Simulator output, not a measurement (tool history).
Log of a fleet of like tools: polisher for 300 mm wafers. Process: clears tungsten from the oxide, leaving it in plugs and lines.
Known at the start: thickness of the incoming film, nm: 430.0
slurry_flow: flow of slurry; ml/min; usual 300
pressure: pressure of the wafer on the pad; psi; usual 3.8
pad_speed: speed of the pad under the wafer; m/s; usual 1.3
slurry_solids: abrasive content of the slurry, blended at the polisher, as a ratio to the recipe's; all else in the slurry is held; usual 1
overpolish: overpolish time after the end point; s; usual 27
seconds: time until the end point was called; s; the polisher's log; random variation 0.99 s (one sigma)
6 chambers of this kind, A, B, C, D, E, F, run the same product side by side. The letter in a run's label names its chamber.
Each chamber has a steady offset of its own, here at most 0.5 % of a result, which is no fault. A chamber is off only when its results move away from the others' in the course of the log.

-- hour=2.7 chamber D: slurry tank refilled with fresh slurry and peroxide
-- hour=3.3 chamber D: slurry blender recalibrated
-- hour=3.5 chamber D: worn pad replaced by a new one
run 1B hour=13 | slurry_flow=300 pressure=3.8 pad_speed=1.3 slurry_solids=1 overpolish=27 | seconds=76.996
-- hour=18.4 chamber B: head pressure recalibrated
-- hour=19.8 chamber A: slurry blender recalibrated
-- hour=20.5 chamber A: slurry tank refilled with fresh slurry and peroxide
-- hour=24.8 chamber B: slurry tank refilled with fresh slurry and peroxide
run 2A hour=27.2 | slurry_flow=300 pressure=3.8 pad_speed=1.3 slurry_solids=1 overpolish=27 | seconds=74.988
-- hour=34.8 chamber F: slurry nozzle cleaned
run 3C hour=37.5 | slurry_flow=300 pressure=3.8 pad_speed=1.3 slurry_solids=1 overpolish=27 | seconds=73.372
run 4D hour=45.6 | slurry_flow=300 pressure=3.8 pad_speed=1.3 slurry_solids=1 overpolish=27 | seconds=75.146
-- hour=47.8 chamber B: worn pad replaced by a new one
run 5F hour=54.4 | slurry_flow=300 pressure=3.8 pad_speed=1.3 slurry_solids=1 overpolish=27 | seconds=77.151
run 6E hour=66.3 | slurry_flow=300 pressure=3.8 pad_speed=1.3 slurry_solids=1 overpolish=27 | seconds=76.377
-- hour=70.4 chamber E: worn pad replaced by a new one
-- hour=75.5 chamber C: worn pad replaced by a new one
run 7B hour=76.9 | slurry_flow=300 pressure=3.8 pad_speed=1.3 slurry_solids=1 overpolish=27 | seconds=75.065
-- hour=77.8 chamber F: slurry tank refilled with fresh slurry and peroxide
run 8D hour=87 | slurry_flow=300 pressure=4.4 pad_speed=1.3 slurry_solids=1 overpolish=27 | seconds=65.645
-- hour=95.7 chamber E: slurry blender recalibrated
run 9A hour=100 | slurry_flow=300 pressure=4.4 pad_speed=1.3 slurry_solids=1 overpolish=27 | seconds=65.46
run 10E hour=109.1 | slurry_flow=300 pressure=4.4 pad_speed=1.3 slurry_solids=1 overpolish=27 | seconds=65.691
-- hour=111.1 chamber A: worn pad replaced by a new one
-- hour=113.8 chamber D: slurry tank refilled with fresh slurry and peroxide
-- hour=119.5 chamber E: slurry tank refilled with fresh slurry and peroxide
run 11F hour=120 | slurry_flow=300 pressure=4.4 pad_speed=1.3 slurry_solids=1 overpolish=27 | seconds=64.337
-- hour=127.8 chamber A: slurry blender recalibrated
-- hour=127.9 chamber C: slurry nozzle cleaned
run 12C hour=134.3 | slurry_flow=300 pressure=4.4 pad_speed=1.3 slurry_solids=1 overpolish=27 | seconds=64.723
run 13A hour=142 | slurry_flow=300 pressure=4.4 pad_speed=1.3 slurry_solids=1 overpolish=27 | seconds=65.049
-- hour=143.3 chamber A: slurry tank refilled with fresh slurry and peroxide
-- hour=146.3 chamber B: slurry tank refilled with fresh slurry and peroxide
-- hour=147.9 chamber F: worn pad replaced by a new one
-- hour=148.8 chamber C: slurry tank refilled with fresh slurry and peroxide
run 14F hour=154 | slurry_flow=300 pressure=3.8 pad_speed=1.3 slurry_solids=1 overpolish=27 | seconds=75.367
-- hour=166.9 chamber F: slurry tank refilled with fresh slurry and peroxide
run 15B hour=168 | slurry_flow=345 pressure=3.8 pad_speed=1.3 slurry_solids=1 overpolish=27 | seconds=75.107
-- hour=173.4 chamber F: slurry blender recalibrated
-- hour=178.8 chamber B: worn pad replaced by a new one
run 16D hour=182.1 | slurry_flow=345 pressure=3.8 pad_speed=1.3 slurry_solids=1 overpolish=27 | seconds=77.343
-- hour=192.1 chamber C: worn pad replaced by a new one
run 17C hour=196 | slurry_flow=345 pressure=3.8 pad_speed=1.3 slurry_solids=1 overpolish=27 | seconds=75.551
-- hour=199.9 chamber E: worn pad replaced by a new one
-- hour=202.1 chamber D: worn pad replaced by a new one
run 18E hour=209.7 | slurry_flow=345 pressure=3.8 pad_speed=1.3 slurry_solids=1 overpolish=27 | seconds=73.729
run 19F hour=221.5 | slurry_flow=345 pressure=3.8 pad_speed=1.3 slurry_solids=1 overpolish=27 | seconds=75.327
-- hour=222.9 chamber A: slurry blender recalibrated
-- hour=223.1 chamber D: slurry tank refilled with fresh slurry and peroxide
run 20B hour=228.9 | slurry_flow=345 pressure=3.8 pad_speed=1.3 slurry_solids=1 overpolish=27 | seconds=74.291
run 21E hour=238.1 | slurry_flow=300 pressure=3.8 pad_speed=1.3 slurry_solids=1 overpolish=27 | seconds=76.579
-- hour=241.1 chamber D: slurry nozzle cleaned
-- hour=241.6 chamber A: head pressure recalibrated
run 22C hour=251.4 | slurry_flow=300 pressure=3.8 pad_speed=1.3 slurry_solids=1 overpolish=27 | seconds=76.887
-- hour=253.9 chamber A: slurry tank refilled with fresh slurry and peroxide
-- hour=258.3 chamber E: head pressure recalibrated
-- hour=260.2 chamber B: slurry tank refilled with fresh slurry and peroxide
-- hour=263.4 chamber A: worn pad replaced by a new one
-- hour=265.8 chamber D: slurry blender recalibrated
run 23A hour=265.8 | slurry_flow=300 pressure=3.8 pad_speed=1.3 slurry_solids=1 overpolish=27 | seconds=74.924
-- hour=269.8 chamber F: slurry tank refilled with fresh slurry and peroxide
run 24D hour=274.2 | slurry_flow=300 pressure=3.8 pad_speed=1.3 slurry_solids=1 overpolish=27 | seconds=76.329
-- hour=279.3 chamber C: slurry tank refilled with fresh slurry and peroxide
run 25D hour=283.6 | slurry_flow=300 pressure=3.8 pad_speed=1.3 slurry_solids=1 overpolish=27 | seconds=73.71
-- hour=286.9 chamber E: slurry blender recalibrated
-- hour=287.1 chamber E: slurry nozzle cleaned
-- hour=290.6 chamber B: slurry nozzle cleaned
run 26F hour=295.4 | slurry_flow=300 pressure=3.8 pad_speed=1.3 slurry_solids=1 overpolish=21 | seconds=74.789
-- hour=295.6 chamber B: worn pad replaced by a new one
-- hour=297 chamber C: worn pad replaced by a new one
run 27C hour=303.7 | slurry_flow=300 pressure=3.8 pad_speed=1.3 slurry_solids=1 overpolish=21 | seconds=76.161
-- hour=304.7 chamber E: slurry tank refilled with fresh slurry and peroxide
-- hour=309.6 chamber F: worn pad replaced by a new one
run 28E hour=311.2 | slurry_flow=300 pressure=3.8 pad_speed=1.3 slurry_solids=1 overpolish=21 | seconds=82.122
-- hour=320.4 chamber E: worn pad replaced by a new one
run 29A hour=320.4 | slurry_flow=300 pressure=3.8 pad_speed=1.3 slurry_solids=1 overpolish=21 | seconds=75.471
-- hour=326.9 chamber A: slurry blender recalibrated
-- hour=328.3 chamber B: slurry blender recalibrated
run 30B hour=332.7 | slurry_flow=300 pressure=3.8 pad_speed=1.3 slurry_solids=1 overpolish=21 | seconds=75.96
-- hour=335.2 chamber D: slurry tank refilled with fresh slurry and peroxide
run 31F hour=340.7 | slurry_flow=300 pressure=3.8 pad_speed=1.3 slurry_solids=1 overpolish=21 | seconds=74.999
run 32A hour=353 | slurry_flow=300 pressure=3.8 pad_speed=1.3 slurry_solids=1 overpolish=27 | seconds=75.12
-- hour=356.4 chamber F: slurry tank refilled with fresh slurry and peroxide
run 33E hour=365.9 | slurry_flow=300 pressure=3.8 pad_speed=1.3 slurry_solids=1 overpolish=27 | seconds=81.15
run 34B hour=375.4 | slurry_flow=300 pressure=3.8 pad_speed=1.3 slurry_solids=1 overpolish=27 | seconds=75.564
-- hour=380.8 chamber C: slurry blender recalibrated
run 35C hour=389.7 | slurry_flow=300 pressure=3.8 pad_speed=1.3 slurry_solids=1 overpolish=27 | seconds=77.722
-- hour=391.5 chamber C: worn pad replaced by a new one
-- hour=397 chamber D: worn pad replaced by a new one
run 36D hour=401.8 | slurry_flow=300 pressure=3.8 pad_speed=1.3 slurry_solids=0.7 overpolish=40 | seconds=81.925
run 37C hour=415.6 | slurry_flow=300 pressure=3.8 pad_speed=1.3 slurry_solids=0.7 overpolish=40 | seconds=84.661
run 38E hour=427.9 | slurry_flow=300 pressure=3.8 pad_speed=1.3 slurry_solids=0.7 overpolish=40 | seconds=90.807
-- hour=436.4 chamber F: slurry blender recalibrated
-- hour=439.8 chamber F: slurry tank refilled with fresh slurry and peroxide
run 39F hour=440.9 | slurry_flow=300 pressure=3.8 pad_speed=1.3 slurry_solids=0.7 overpolish=40 | seconds=82.16
-- hour=449.9 chamber D: slurry tank refilled with fresh slurry and peroxide
run 40D hour=451 | slurry_flow=300 pressure=3.8 pad_speed=1.3 slurry_solids=0.7 overpolish=40 | seconds=82.139

Next, every chamber runs the same settings. What will each give?
run 41A hour=461.4 | slurry_flow=300 pressure=3.8 pad_speed=1.3 slurry_solids=1 overpolish=27 | seconds=?
run 41B hour=461.4 | slurry_flow=300 pressure=3.8 pad_speed=1.3 slurry_solids=1 overpolish=27 | seconds=?
run 41C hour=461.4 | slurry_flow=300 pressure=3.8 pad_speed=1.3 slurry_solids=1 overpolish=27 | seconds=?
run 41D hour=461.4 | slurry_flow=300 pressure=3.8 pad_speed=1.3 slurry_solids=1 overpolish=27 | seconds=?
run 41E hour=461.4 | slurry_flow=300 pressure=3.8 pad_speed=1.3 slurry_solids=1 overpolish=27 | seconds=?
run 41F hour=461.4 | slurry_flow=300 pressure=3.8 pad_speed=1.3 slurry_solids=1 overpolish=27 | seconds=?

run=41A seconds=77.152
run=41B seconds=76.488
run=41C seconds=76.681
run=41D seconds=74.678
run=41E seconds=83.833
run=41F seconds=75.02
